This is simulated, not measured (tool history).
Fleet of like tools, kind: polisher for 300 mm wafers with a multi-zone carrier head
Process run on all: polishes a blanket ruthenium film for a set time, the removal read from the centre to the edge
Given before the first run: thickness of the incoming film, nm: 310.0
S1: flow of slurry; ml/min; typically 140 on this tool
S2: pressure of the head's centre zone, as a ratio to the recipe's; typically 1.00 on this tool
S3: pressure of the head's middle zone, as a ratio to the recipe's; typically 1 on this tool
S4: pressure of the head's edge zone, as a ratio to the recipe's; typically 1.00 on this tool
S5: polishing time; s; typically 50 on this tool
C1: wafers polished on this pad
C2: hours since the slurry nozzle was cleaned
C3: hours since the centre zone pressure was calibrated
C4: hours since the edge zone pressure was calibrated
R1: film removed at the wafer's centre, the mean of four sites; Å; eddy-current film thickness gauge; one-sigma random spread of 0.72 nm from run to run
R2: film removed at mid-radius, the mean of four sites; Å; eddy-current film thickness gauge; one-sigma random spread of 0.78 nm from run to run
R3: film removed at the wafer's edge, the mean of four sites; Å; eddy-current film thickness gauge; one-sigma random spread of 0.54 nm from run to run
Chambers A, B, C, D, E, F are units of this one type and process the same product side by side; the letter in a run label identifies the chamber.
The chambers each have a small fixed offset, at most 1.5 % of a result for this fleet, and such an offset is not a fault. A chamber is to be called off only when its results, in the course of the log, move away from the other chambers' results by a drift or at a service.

{"day": 0.388, "done": "chamber E: worn pad replaced by a new one"}
{"run": "1D", "day": 0.438, "S1": 140, "S2": 1.0, "S3": 1, "S4": 1.0, "S5": 50, "C1": 512, "C2": 423.8, "C3": 76.9, "C4": 278.5, "R1": 623.04, "R2": 611.61, "R3": 620.48}
{"run": "2B", "day": 0.662, "S1": 140, "S2": 1.0, "S3": 1, "S4": 1.0, "S5": 50, "C1": 270, "C2": 602.5, "C3": 537.5, "C4": 742.2, "R1": 622.35, "R2": 610.74, "R3": 625.24}
{"day": 0.867, "done": "chamber A: worn pad replaced by a new one"}
{"run": "3A", "day": 0.879, "S1": 140, "S2": 1.0, "S3": 1, "S4": 1.0, "S5": 50, "C1": 3, "C2": 332.5, "C3": 615.0, "C4": 52.0, "R1": 635.02, "R2": 614.62, "R3": 631.22}
{"run": "4F", "day": 1.192, "S1": 140, "S2": 1.0, "S3": 1, "S4": 1.0, "S5": 50, "C1": 702, "C2": 124.0, "C3": 379.7, "C4": 1014.0, "R1": 631.3, "R2": 638.82, "R3": 625.03}
{"day": 1.525, "done": "chamber A: centre zone pressure recalibrated"}
{"run": "5C", "day": 1.579, "S1": 140, "S2": 1.0, "S3": 1, "S4": 1.0, "S5": 50, "C1": 611, "C2": 232.0, "C3": 282.8, "C4": 695.1, "R1": 622.05, "R2": 633.03, "R3": 626.52}
{"day": 1.712, "done": "chamber C: worn pad replaced by a new one"}
{"run": "6E", "day": 1.975, "S1": 140, "S2": 1.0, "S3": 1, "S4": 1.0, "S5": 50, "C1": 357, "C2": 546.3, "C3": 686.4, "C4": 819.8, "R1": 624.58, "R2": 622.15, "R3": 625.16}
{"day": 2.3, "done": "chamber F: worn pad replaced by a new one"}
{"run": "7E", "day": 2.379, "S1": 140, "S2": 1.0, "S3": 1, "S4": 1.0, "S5": 50, "C1": 449, "C2": 556.0, "C3": 696.1, "C4": 829.5, "R1": 636.71, "R2": 614.03, "R3": 628.95}
{"day": 2.55, "done": "chamber D: edge zone pressure recalibrated"}
{"day": 2.625, "done": "chamber E: edge zone pressure recalibrated"}
{"run": "8B", "day": 2.688, "S1": 140, "S2": 1.0, "S3": 1, "S4": 1.0, "S5": 50, "C1": 726, "C2": 651.1, "C3": 586.1, "C4": 790.8, "R1": 613.41, "R2": 608.22, "R3": 623.51}
{"run": "9C", "day": 2.975, "S1": 140, "S2": 1.0, "S3": 1, "S4": 1.0, "S5": 50, "C1": 285, "C2": 265.5, "C3": 316.3, "C4": 728.6, "R1": 624.5, "R2": 633.5, "R3": 620.49}
{"day": 3.096, "done": "chamber F: edge zone pressure recalibrated"}
{"run": "10F", "day": 3.375, "S1": 140, "S2": 1.0, "S3": 1, "S4": 1.0, "S5": 50, "C1": 242, "C2": 176.4, "C3": 432.1, "C4": 6.8, "R1": 631.95, "R2": 640.19, "R3": 631.44}
{"day": 3.575, "done": "chamber A: worn pad replaced by a new one"}
{"run": "11A", "day": 3.642, "S1": 140, "S2": 1.0, "S3": 1, "S4": 1.0, "S5": 50, "C1": 15, "C2": 398.8, "C3": 50.9, "C4": 118.3, "R1": 635.55, "R2": 617.54, "R3": 626.29}
{"day": 3.871, "done": "chamber E: centre zone pressure recalibrated"}
{"run": "12D", "day": 3.908, "S1": 140, "S2": 1.0, "S3": 1, "S4": 1.0, "S5": 50, "C1": 1294, "C2": 507.1, "C3": 160.2, "C4": 32.7, "R1": 639.6, "R2": 615.59, "R3": 616.62}
{"day": 4.158, "done": "chamber D: worn pad replaced by a new one"}
{"day": 4.175, "done": "chamber C: edge zone pressure recalibrated"}
{"run": "13F", "day": 4.342, "S1": 140, "S2": 1.0, "S3": 1, "S4": 1.0, "S5": 50, "C1": 460, "C2": 199.6, "C3": 455.3, "C4": 30.0, "R1": 639.86, "R2": 634.32, "R3": 625.84}
{"run": "14E", "day": 4.55, "S1": 140, "S2": 1.0, "S3": 1, "S4": 1.0, "S5": 50, "C1": 937, "C2": 608.1, "C3": 16.3, "C4": 46.2, "R1": 692.31, "R2": 607.02, "R3": 612.0}
{"day": 4.729, "done": "chamber B: worn pad replaced by a new one"}
{"day": 4.962, "done": "chamber E: worn pad replaced by a new one"}
{"run": "15A", "day": 5.004, "S1": 140, "S2": 1.0, "S3": 1, "S4": 1.0, "S5": 50, "C1": 322, "C2": 431.5, "C3": 83.6, "C4": 151.0, "R1": 638.1, "R2": 627.63, "R3": 622.43}
{"day": 5.167, "done": "chamber C: worn pad replaced by a new one"}
{"run": "16C", "day": 5.446, "S1": 140, "S2": 1.0, "S3": 1, "S4": 1.12, "S5": 65, "C1": 63, "C2": 324.8, "C3": 375.6, "C4": 30.5, "R1": 804.31, "R2": 818.14, "R3": 860.58}
{"run": "17B", "day": 5.7, "S1": 140, "S2": 1.0, "S3": 1, "S4": 1.12, "S5": 65, "C1": 219, "C2": 723.4, "C3": 658.4, "C4": 863.1, "R1": 799.56, "R2": 792.15, "R3": 849.05}
{"run": "18D", "day": 5.942, "S1": 140, "S2": 1.0, "S3": 1, "S4": 1.12, "S5": 65, "C1": 402, "C2": 555.9, "C3": 209.0, "C4": 81.5, "R1": 818.85, "R2": 809.63, "R3": 861.49}
{"day": 6.146, "done": "chamber A: worn pad replaced by a new one"}
{"run": "19A", "day": 6.283, "S1": 140, "S2": 1.0, "S3": 1, "S4": 1.12, "S5": 65, "C1": 31, "C2": 462.2, "C3": 114.3, "C4": 181.7, "R1": 793.81, "R2": 800.46, "R3": 879.04}
{"day": 6.5, "done": "chamber F: worn pad replaced by a new one"}
{"day": 6.55, "done": "chamber D: slurry nozzle cleaned"}
{"run": "20E", "day": 6.588, "S1": 140, "S2": 1.0, "S3": 1, "S4": 1.12, "S5": 65, "C1": 366, "C2": 657.0, "C3": 65.2, "C4": 95.1, "R1": 904.52, "R2": 796.32, "R3": 848.99}
{"run": "21D", "day": 6.817, "S1": 140, "S2": 1.0, "S3": 1, "S4": 1.12, "S5": 65, "C1": 599, "C2": 6.5, "C3": 230.0, "C4": 102.5, "R1": 817.0, "R2": 812.61, "R3": 868.57}
{"day": 6.933, "done": "chamber C: centre zone pressure recalibrated"}
{"run": "22F", "day": 7.054, "S1": 140, "S2": 1.0, "S3": 1, "S4": 1.0, "S5": 50, "C1": 125, "C2": 264.7, "C3": 520.4, "C4": 95.1, "R1": 646.54, "R2": 623.25, "R3": 630.04}
{"run": "23C", "day": 7.321, "S1": 140, "S2": 1.0, "S3": 1, "S4": 1.0, "S5": 50, "C1": 485, "C2": 369.8, "C3": 9.3, "C4": 75.5, "R1": 623.61, "R2": 624.02, "R3": 619.26}
{"run": "24B", "day": 7.554, "S1": 140, "S2": 1.0, "S3": 1, "S4": 1.0, "S5": 50, "C1": 636, "C2": 767.9, "C3": 702.9, "C4": 907.6, "R1": 630.12, "R2": 608.49, "R3": 605.49}
{"run": "25F", "day": 7.8, "S1": 140, "S2": 1.0, "S3": 1, "S4": 1.0, "S5": 50, "C1": 293, "C2": 282.6, "C3": 538.3, "C4": 113.0, "R1": 630.75, "R2": 618.54, "R3": 631.59}
{"run": "26A", "day": 8.104, "S1": 140, "S2": 1.0, "S3": 1, "S4": 1.0, "S5": 50, "C1": 441, "C2": 505.9, "C3": 158.0, "C4": 225.4, "R1": 621.53, "R2": 616.4, "R3": 635.18}
{"day": 8.325, "done": "chamber A: worn pad replaced by a new one"}
{"day": 8.329, "done": "chamber C: worn pad replaced by a new one"}
{"run": "27E", "day": 8.538, "S1": 140, "S2": 1.0, "S3": 1, "S4": 1.0, "S5": 50, "C1": 805, "C2": 703.8, "C3": 112.0, "C4": 141.9, "R1": 694.54, "R2": 610.61, "R3": 618.04}
{"run": "28B", "day": 8.95, "S1": 140, "S2": 1.0, "S3": 1, "S4": 1.0, "S5": 50, "C1": 951, "C2": 801.4, "C3": 736.4, "C4": 941.1, "R1": 623.19, "R2": 615.35, "R3": 621.02}
{"run": "29D", "day": 9.262, "S1": 140, "S2": 1.0, "S3": 1, "S4": 1.0, "S5": 50, "C1": 1150, "C2": 65.2, "C3": 288.7, "C4": 161.2, "R1": 627.35, "R2": 619.09, "R3": 619.79}
{"day": 9.558, "done": "chamber E: worn pad replaced by a new one"}
{"day": 9.596, "done": "chamber B: worn pad replaced by a new one"}
{"run": "30C", "day": 9.675, "S1": 140, "S2": 1.07, "S3": 1, "S4": 1.0, "S5": 65, "C1": 303, "C2": 426.3, "C3": 65.8, "C4": 132.0, "R1": 871.99, "R2": 798.74, "R3": 820.14}
{"day": 9.742, "done": "chamber D: worn pad replaced by a new one"}
{"run": "31F", "day": 10.117, "S1": 140, "S2": 1.07, "S3": 1, "S4": 1.0, "S5": 65, "C1": 815, "C2": 338.2, "C3": 593.9, "C4": 168.6, "R1": 891.68, "R2": 799.81, "R3": 809.6}
{"run": "32E", "day": 10.362, "S1": 140, "S2": 1.07, "S3": 1, "S4": 1.0, "S5": 65, "C1": 181, "C2": 747.6, "C3": 155.8, "C4": 185.7, "R1": 981.13, "R2": 802.25, "R3": 810.67}
{"run": "33B", "day": 10.562, "S1": 140, "S2": 1.07, "S3": 1, "S4": 1.0, "S5": 65, "C1": 218, "C2": 840.1, "C3": 775.1, "C4": 979.8, "R1": 866.87, "R2": 789.6, "R3": 807.68}
{"day": 10.862, "done": "chamber A: worn pad replaced by a new one"}
{"run": "34A", "day": 10.862, "S1": 140, "S2": 1.07, "S3": 1, "S4": 1.0, "S5": 65, "C1": 0, "C2": 572.1, "C3": 224.2, "C4": 291.6, "R1": 862.3, "R2": 790.63, "R3": 828.46}
{"run": "35C", "day": 11.096, "S1": 140, "S2": 1.07, "S3": 1, "S4": 1.0, "S5": 65, "C1": 623, "C2": 460.4, "C3": 99.9, "C4": 166.1, "R1": 862.21, "R2": 844.54, "R3": 819.95}
{"run": "36D", "day": 11.342, "S1": 140, "S2": 1.0, "S3": 1, "S4": 1.0, "S5": 50, "C1": 360, "C2": 115.1, "C3": 338.6, "C4": 211.1, "R1": 636.0, "R2": 618.59, "R3": 624.82}
{"day": 11.696, "done": "chamber C: worn pad replaced by a new one"}
{"run": "37C", "day": 11.746, "S1": 140, "S2": 1.0, "S3": 1, "S4": 1.0, "S5": 50, "C1": 11, "C2": 476.0, "C3": 115.5, "C4": 181.7, "R1": 625.66, "R2": 633.37, "R3": 628.2}
{"run": "38D", "day": 12.079, "S1": 140, "S2": 1.0, "S3": 1, "S4": 1.0, "S5": 50, "C1": 526, "C2": 132.8, "C3": 356.3, "C4": 228.8, "R1": 630.36, "R2": 628.53, "R3": 624.56}
{"run": "39A", "day": 12.483, "S1": 140, "S2": 1.0, "S3": 1, "S4": 1.0, "S5": 50, "C1": 365, "C2": 611.0, "C3": 263.1, "C4": 330.5, "R1": 617.07, "R2": 619.75, "R3": 618.29}

Does one chamber stand apart from the rest, does the shared gauge drift, or is all well apart from small per-chamber offsets? Give the chamber and the most likely cause, where there is one.

Chamber E came out of a service off from its peers and stayed that way.
Most likely cause: centre zone's pressure above its setpoint, % = 10.4.

Chamber E could run next with any of the 4 candidate recipes listed below; each alters the usual settings, and their results appear as question marks. Which one brings its results back in line with what the other chambers deliver on the usual settings?
Counts as in line when no further than this from what the other chambers average on the usual settings: R1 25.00 Å; R2 27.00 Å; R3 19.00 Å
{"run": "40E-1", "day": 12.821, "S1": 135, "S2": 0.91, "S3": 1.02, "S4": 1.03, "S5": 50, "R1": "?", "R2": "?", "R3": "?"}
{"run": "40E-2", "day": 12.821, "S1": 135, "S2": 0.97, "S3": 1.01, "S4": 1.01, "S5": 50, "R1": "?", "R2": "?", "R3": "?"}
{"run": "40E-3", "day": 12.821, "S1": 145, "S2": 1.03, "S3": 0.99, "S4": 0.99, "S5": 50, "R1": "?", "R2": "?", "R3": "?"}
{"run": "40E-4", "day": 12.821, "S1": 145, "S2": 1.09, "S3": 0.98, "S4": 0.97, "S5": 50, "R1": "?", "R2": "?", "R3": "?"}

Other chambers, usual settings, mean: R1 626.16 Å; R2 623.24 Å; R3 624.50 Å
run=40E-1 R1=625.50 R2=626.64 R3=621.31
run=40E-2 R1=670.95 R2=620.83 R3=614.96
run=40E-3 R1=728.26 R2=618.40 R3=615.06
run=40E-4 R1=774.46 R2=612.51 R3=608.62
It is 40E-1 that realigns the chamber with its peers.
